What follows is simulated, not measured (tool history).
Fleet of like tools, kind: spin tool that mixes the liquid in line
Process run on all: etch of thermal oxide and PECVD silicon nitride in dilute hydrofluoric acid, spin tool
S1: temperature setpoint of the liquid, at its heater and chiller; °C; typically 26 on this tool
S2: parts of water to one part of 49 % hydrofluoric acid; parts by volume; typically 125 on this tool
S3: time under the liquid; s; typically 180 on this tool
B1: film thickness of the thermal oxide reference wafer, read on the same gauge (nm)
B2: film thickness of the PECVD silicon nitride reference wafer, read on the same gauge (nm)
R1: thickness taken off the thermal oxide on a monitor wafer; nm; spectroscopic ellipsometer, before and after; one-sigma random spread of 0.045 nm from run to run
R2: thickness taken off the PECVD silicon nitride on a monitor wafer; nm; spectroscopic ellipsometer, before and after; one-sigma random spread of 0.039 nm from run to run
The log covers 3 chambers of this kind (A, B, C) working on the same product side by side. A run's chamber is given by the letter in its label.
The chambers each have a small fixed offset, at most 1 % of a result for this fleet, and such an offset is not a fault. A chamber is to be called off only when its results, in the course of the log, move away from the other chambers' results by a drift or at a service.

{"run": "1B", "day": 0.538, "S1": 26, "S2": 125, "S3": 180, "B1": 69.989, "B2": 150.01, "R1": 7.0612, "R2": 4.9002}
{"run": "2A", "day": 1.075, "S1": 26, "S2": 125, "S3": 180, "B1": 70.026, "B2": 150.02, "R1": 7.0147, "R2": 4.828}
{"run": "3C", "day": 1.479, "S1": 26, "S2": 125, "S3": 180, "B1": 69.994, "B2": 150, "R1": 7.0105, "R2": 4.8611}
{"day": 1.65, "done": "chamber B: hydrofluoric acid flow meter replaced"}
{"run": "4A", "day": 2.133, "S1": 26, "S2": 125, "S3": 180, "B1": 70.047, "B2": 150, "R1": 6.9896, "R2": 4.8476}
{"run": "5C", "day": 2.492, "S1": 26, "S2": 125, "S3": 180, "B1": 69.984, "B2": 150.02, "R1": 6.9921, "R2": 4.8126}
{"run": "6B", "day": 3.062, "S1": 26, "S2": 125, "S3": 180, "B1": 70.005, "B2": 150.01, "R1": 7, "R2": 4.901}
{"run": "7A", "day": 3.429, "S1": 26, "S2": 125, "S3": 180, "B1": 70.018, "B2": 149.99, "R1": 7.0659, "R2": 4.8009}
{"run": "8C", "day": 3.946, "S1": 26, "S2": 125, "S3": 180, "B1": 70.042, "B2": 150.01, "R1": 6.9809, "R2": 4.8591}
{"run": "9B", "day": 4.458, "S1": 26, "S2": 125, "S3": 180, "B1": 70.028, "B2": 150.01, "R1": 6.9823, "R2": 4.8388}
{"run": "10C", "day": 4.929, "S1": 26, "S2": 125, "S3": 180, "B1": 70.008, "B2": 149.99, "R1": 7.0194, "R2": 4.8262}
{"run": "11A", "day": 5.275, "S1": 26, "S2": 125, "S3": 180, "B1": 70.014, "B2": 150.02, "R1": 7.0203, "R2": 4.7903}
{"run": "12B", "day": 5.742, "S1": 26, "S2": 125, "S3": 180, "B1": 69.975, "B2": 150.02, "R1": 7.0422, "R2": 4.8362}
{"run": "13A", "day": 6.138, "S1": 26, "S2": 125, "S3": 180, "B1": 69.999, "B2": 150.01, "R1": 7.0493, "R2": 4.8126}
{"run": "14C", "day": 6.45, "S1": 26, "S2": 125, "S3": 180, "B1": 69.994, "B2": 149.98, "R1": 6.9888, "R2": 4.9573}
{"run": "15B", "day": 6.842, "S1": 26, "S2": 125, "S3": 180, "B1": 69.988, "B2": 149.99, "R1": 7.0102, "R2": 4.9076}
{"run": "16B", "day": 7.421, "S1": 26, "S2": 125, "S3": 180, "B1": 70.005, "B2": 150, "R1": 7.0196, "R2": 4.8709}
{"run": "17A", "day": 7.896, "S1": 26, "S2": 125, "S3": 180, "B1": 69.994, "B2": 150, "R1": 7.0455, "R2": 4.8499}
{"run": "18C", "day": 8.292, "S1": 26, "S2": 125, "S3": 180, "B1": 69.996, "B2": 150, "R1": 7.0305, "R2": 4.7946}
{"run": "19A", "day": 8.754, "S1": 26, "S2": 125, "S3": 180, "B1": 69.994, "B2": 150, "R1": 7.0693, "R2": 4.8737}
{"run": "20B", "day": 9.192, "S1": 26, "S2": 125, "S3": 180, "B1": 70.018, "B2": 150.01, "R1": 6.9974, "R2": 4.8625}
{"run": "21C", "day": 9.8, "S1": 26, "S2": 125, "S3": 180, "B1": 69.999, "B2": 149.98, "R1": 7.0048, "R2": 4.9179}
{"run": "22B", "day": 10.262, "S1": 26, "S2": 125, "S3": 180, "B1": 70.038, "B2": 149.98, "R1": 6.9932, "R2": 4.8836}
{"run": "23C", "day": 10.779, "S1": 26, "S2": 125, "S3": 180, "B1": 69.995, "B2": 150.01, "R1": 7.0484, "R2": 4.9046}
{"run": "24A", "day": 11.429, "S1": 26, "S2": 125, "S3": 180, "B1": 69.981, "B2": 150.01, "R1": 7.0302, "R2": 4.837}
{"run": "25C", "day": 11.733, "S1": 29.5, "S2": 125, "S3": 240, "B1": 69.985, "B2": 150, "R1": 10.731, "R2": 8.1844}
{"run": "26A", "day": 12.204, "S1": 29.5, "S2": 125, "S3": 240, "B1": 70.013, "B2": 150.01, "R1": 10.668, "R2": 8.1065}
{"run": "27B", "day": 12.733, "S1": 29.5, "S2": 125, "S3": 240, "B1": 69.974, "B2": 149.98, "R1": 10.53, "R2": 8.1498}
{"run": "28B", "day": 13.092, "S1": 26, "S2": 125, "S3": 180, "B1": 70.025, "B2": 149.98, "R1": 6.9733, "R2": 4.8731}
{"day": 13.192, "done": "chamber C: thermometer replaced"}
{"run": "29C", "day": 13.725, "S1": 26, "S2": 125, "S3": 180, "B1": 69.985, "B2": 150.02, "R1": 6.9699, "R2": 4.8688}
{"run": "30A", "day": 14.15, "S1": 31, "S2": 125, "S3": 280, "B1": 69.993, "B2": 149.97, "R1": 13.374, "R2": 10.367}
{"run": "31B", "day": 14.508, "S1": 31, "S2": 125, "S3": 280, "B1": 69.99, "B2": 150.02, "R1": 13.263, "R2": 10.409}
{"run": "32A", "day": 15.075, "S1": 31, "S2": 125, "S3": 280, "B1": 70.025, "B2": 150, "R1": 13.324, "R2": 10.256}
{"run": "33C", "day": 15.467, "S1": 26, "S2": 125, "S3": 180, "B1": 70.013, "B2": 149.99, "R1": 6.9842, "R2": 4.8803}
{"run": "34A", "day": 16.079, "S1": 29.5, "S2": 125, "S3": 180, "B1": 70.017, "B2": 150, "R1": 8.0893, "R2": 6.0255}
{"run": "35C", "day": 16.529, "S1": 29.5, "S2": 125, "S3": 180, "B1": 69.998, "B2": 150.01, "R1": 7.9622, "R2": 6.0738}
{"run": "36B", "day": 17.092, "S1": 29.5, "S2": 125, "S3": 180, "B1": 69.976, "B2": 150.02, "R1": 8.0099, "R2": 6.1282}
{"run": "37C", "day": 17.408, "S1": 26, "S2": 125, "S3": 180, "B1": 70.005, "B2": 149.99, "R1": 7.046, "R2": 4.861}
{"run": "38A", "day": 17.967, "S1": 26, "S2": 125, "S3": 180, "B1": 69.993, "B2": 150, "R1": 7.1309, "R2": 4.8572}
{"run": "39B", "day": 18.592, "S1": 26, "S2": 125, "S3": 180, "B1": 69.958, "B2": 150.02, "R1": 7.0641, "R2": 4.8061}

Decide between three cases: one chamber stands off from its peers, the gauge reading all wafers drifts, or nothing is wrong past each chamber's small offset. Where a chamber is off, say which and what most likely put it there.

No chamber is off and the gauge is stable; the differences are just each chamber's small, constant offset.
